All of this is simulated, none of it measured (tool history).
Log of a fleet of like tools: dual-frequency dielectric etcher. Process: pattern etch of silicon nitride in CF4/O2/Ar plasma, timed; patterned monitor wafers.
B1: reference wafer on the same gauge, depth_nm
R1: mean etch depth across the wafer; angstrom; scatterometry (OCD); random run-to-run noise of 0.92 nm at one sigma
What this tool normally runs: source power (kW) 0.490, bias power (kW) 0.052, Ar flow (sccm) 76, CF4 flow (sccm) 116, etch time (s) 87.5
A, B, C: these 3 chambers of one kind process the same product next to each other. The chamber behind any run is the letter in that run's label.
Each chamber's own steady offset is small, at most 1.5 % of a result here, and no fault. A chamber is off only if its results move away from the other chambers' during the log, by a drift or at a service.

{"run": "1C", "hour": 11.4, "source power (kW)": 0.49, "bias power (kW)": 0.052, "Ar flow (sccm)": 76, "CF4 flow (sccm)": 116, "etch time (s)": 87.5, "B1": 162.03, "R1": 1747.3}
{"run": "2B", "hour": 20.1, "source power (kW)": 0.49, "bias power (kW)": 0.052, "Ar flow (sccm)": 76, "CF4 flow (sccm)": 116, "etch time (s)": 87.5, "B1": 162.1, "R1": 1725.5}
{"run": "3A", "hour": 27.0, "source power (kW)": 0.49, "bias power (kW)": 0.052, "Ar flow (sccm)": 76, "CF4 flow (sccm)": 116, "etch time (s)": 87.5, "B1": 162.19, "R1": 1763.1}
{"run": "4B", "hour": 35.6, "source power (kW)": 0.49, "bias power (kW)": 0.052, "Ar flow (sccm)": 76, "CF4 flow (sccm)": 116, "etch time (s)": 87.5, "B1": 161.91, "R1": 1703.6}
{"run": "5C", "hour": 47.2, "source power (kW)": 0.49, "bias power (kW)": 0.052, "Ar flow (sccm)": 76, "CF4 flow (sccm)": 116, "etch time (s)": 87.5, "B1": 162.16, "R1": 1733.9}
{"run": "6A", "hour": 58.5, "source power (kW)": 0.49, "bias power (kW)": 0.052, "Ar flow (sccm)": 76, "CF4 flow (sccm)": 116, "etch time (s)": 87.5, "B1": 162.01, "R1": 1764.2}
{"run": "7A", "hour": 66.2, "source power (kW)": 0.49, "bias power (kW)": 0.052, "Ar flow (sccm)": 76, "CF4 flow (sccm)": 116, "etch time (s)": 87.5, "B1": 161.95, "R1": 1751.7}
{"run": "8B", "hour": 78.2, "source power (kW)": 0.49, "bias power (kW)": 0.052, "Ar flow (sccm)": 76, "CF4 flow (sccm)": 116, "etch time (s)": 87.5, "B1": 161.75, "R1": 1724.0}
{"run": "9C", "hour": 87.9, "source power (kW)": 0.49, "bias power (kW)": 0.052, "Ar flow (sccm)": 76, "CF4 flow (sccm)": 116, "etch time (s)": 87.5, "B1": 162.12, "R1": 1744.8}
{"run": "10B", "hour": 96.6, "source power (kW)": 0.49, "bias power (kW)": 0.052, "Ar flow (sccm)": 76, "CF4 flow (sccm)": 116, "etch time (s)": 87.5, "B1": 161.86, "R1": 1726.3}
{"run": "11A", "hour": 104.9, "source power (kW)": 0.49, "bias power (kW)": 0.052, "Ar flow (sccm)": 76, "CF4 flow (sccm)": 116, "etch time (s)": 87.5, "B1": 162.11, "R1": 1758.9}
{"hour": 110.7, "done": "chamber A: bias power generator calibrated"}
{"run": "12C", "hour": 116.4, "source power (kW)": 0.49, "bias power (kW)": 0.052, "Ar flow (sccm)": 76, "CF4 flow (sccm)": 116, "etch time (s)": 87.5, "B1": 161.98, "R1": 1739.3}
{"hour": 118.5, "done": "chamber B: source power generator calibrated"}
{"run": "13B", "hour": 128.5, "source power (kW)": 0.49, "bias power (kW)": 0.052, "Ar flow (sccm)": 76, "CF4 flow (sccm)": 116, "etch time (s)": 87.5, "B1": 161.89, "R1": 1645.9}
{"run": "14C", "hour": 134.2, "source power (kW)": 0.49, "bias power (kW)": 0.052, "Ar flow (sccm)": 76, "CF4 flow (sccm)": 116, "etch time (s)": 87.5, "B1": 162.14, "R1": 1727.9}
{"run": "15A", "hour": 143.1, "source power (kW)": 0.49, "bias power (kW)": 0.052, "Ar flow (sccm)": 76, "CF4 flow (sccm)": 116, "etch time (s)": 87.5, "B1": 162.08, "R1": 1757.2}
{"run": "16A", "hour": 149.0, "source power (kW)": 0.49, "bias power (kW)": 0.052, "Ar flow (sccm)": 76, "CF4 flow (sccm)": 116, "etch time (s)": 87.5, "B1": 161.99, "R1": 1744.7}
{"run": "17B", "hour": 155.0, "source power (kW)": 0.49, "bias power (kW)": 0.052, "Ar flow (sccm)": 87, "CF4 flow (sccm)": 116, "etch time (s)": 87.5, "B1": 161.68, "R1": 1638.3}
{"run": "18C", "hour": 163.8, "source power (kW)": 0.49, "bias power (kW)": 0.052, "Ar flow (sccm)": 87, "CF4 flow (sccm)": 116, "etch time (s)": 87.5, "B1": 162.07, "R1": 1698.3}
{"run": "19A", "hour": 174.7, "source power (kW)": 0.49, "bias power (kW)": 0.052, "Ar flow (sccm)": 87, "CF4 flow (sccm)": 116, "etch time (s)": 87.5, "B1": 161.97, "R1": 1754.3}
{"hour": 176.6, "done": "chamber A: wet clean of the chamber"}
{"run": "20C", "hour": 183.9, "source power (kW)": 0.49, "bias power (kW)": 0.052, "Ar flow (sccm)": 76, "CF4 flow (sccm)": 116, "etch time (s)": 87.5, "B1": 162.07, "R1": 1740.3}
{"run": "21B", "hour": 197.0, "source power (kW)": 0.49, "bias power (kW)": 0.052, "Ar flow (sccm)": 76, "CF4 flow (sccm)": 116, "etch time (s)": 87.5, "B1": 161.95, "R1": 1665.6}
{"run": "22C", "hour": 209.2, "source power (kW)": 0.49, "bias power (kW)": 0.052, "Ar flow (sccm)": 76, "CF4 flow (sccm)": 116, "etch time (s)": 87.5, "B1": 161.94, "R1": 1736.0}
{"run": "23A", "hour": 218.6, "source power (kW)": 0.49, "bias power (kW)": 0.052, "Ar flow (sccm)": 76, "CF4 flow (sccm)": 116, "etch time (s)": 87.5, "B1": 162.05, "R1": 1771.3}
{"run": "24B", "hour": 227.3, "source power (kW)": 0.49, "bias power (kW)": 0.052, "Ar flow (sccm)": 76, "CF4 flow (sccm)": 116, "etch time (s)": 87.5, "B1": 161.82, "R1": 1657.7}
{"run": "25C", "hour": 235.3, "source power (kW)": 0.49, "bias power (kW)": 0.052, "Ar flow (sccm)": 76, "CF4 flow (sccm)": 116, "etch time (s)": 87.5, "B1": 161.99, "R1": 1728.6}
{"run": "26A", "hour": 247.1, "source power (kW)": 0.49, "bias power (kW)": 0.052, "Ar flow (sccm)": 83, "CF4 flow (sccm)": 116, "etch time (s)": 87.5, "B1": 162.01, "R1": 1742.8}
{"run": "27B", "hour": 253.7, "source power (kW)": 0.49, "bias power (kW)": 0.052, "Ar flow (sccm)": 83, "CF4 flow (sccm)": 116, "etch time (s)": 87.5, "B1": 162.09, "R1": 1638.6}
{"run": "28B", "hour": 259.8, "source power (kW)": 0.49, "bias power (kW)": 0.052, "Ar flow (sccm)": 83, "CF4 flow (sccm)": 116, "etch time (s)": 87.5, "B1": 162.23, "R1": 1637.0}
{"run": "29C", "hour": 268.0, "source power (kW)": 0.49, "bias power (kW)": 0.052, "Ar flow (sccm)": 76, "CF4 flow (sccm)": 116, "etch time (s)": 87.5, "B1": 161.87, "R1": 1731.4}

Each of the 3 chambers runs these same settings next. Fill in every chamber's results:
{"run": "30A", "hour": 277.4, "source power (kW)": 0.49, "bias power (kW)": 0.052, "Ar flow (sccm)": 76, "CF4 flow (sccm)": 116, "etch time (s)": 87.5, "R1": "?"}
{"run": "30B", "hour": 277.4, "source power (kW)": 0.49, "bias power (kW)": 0.052, "Ar flow (sccm)": 76, "CF4 flow (sccm)": 116, "etch time (s)": 87.5, "R1": "?"}
{"run": "30C", "hour": 277.4, "source power (kW)": 0.49, "bias power (kW)": 0.052, "Ar flow (sccm)": 76, "CF4 flow (sccm)": 116, "etch time (s)": 87.5, "R1": "?"}

run=30A R1=1781.1
run=30B R1=1652.0
run=30C R1=1729.0
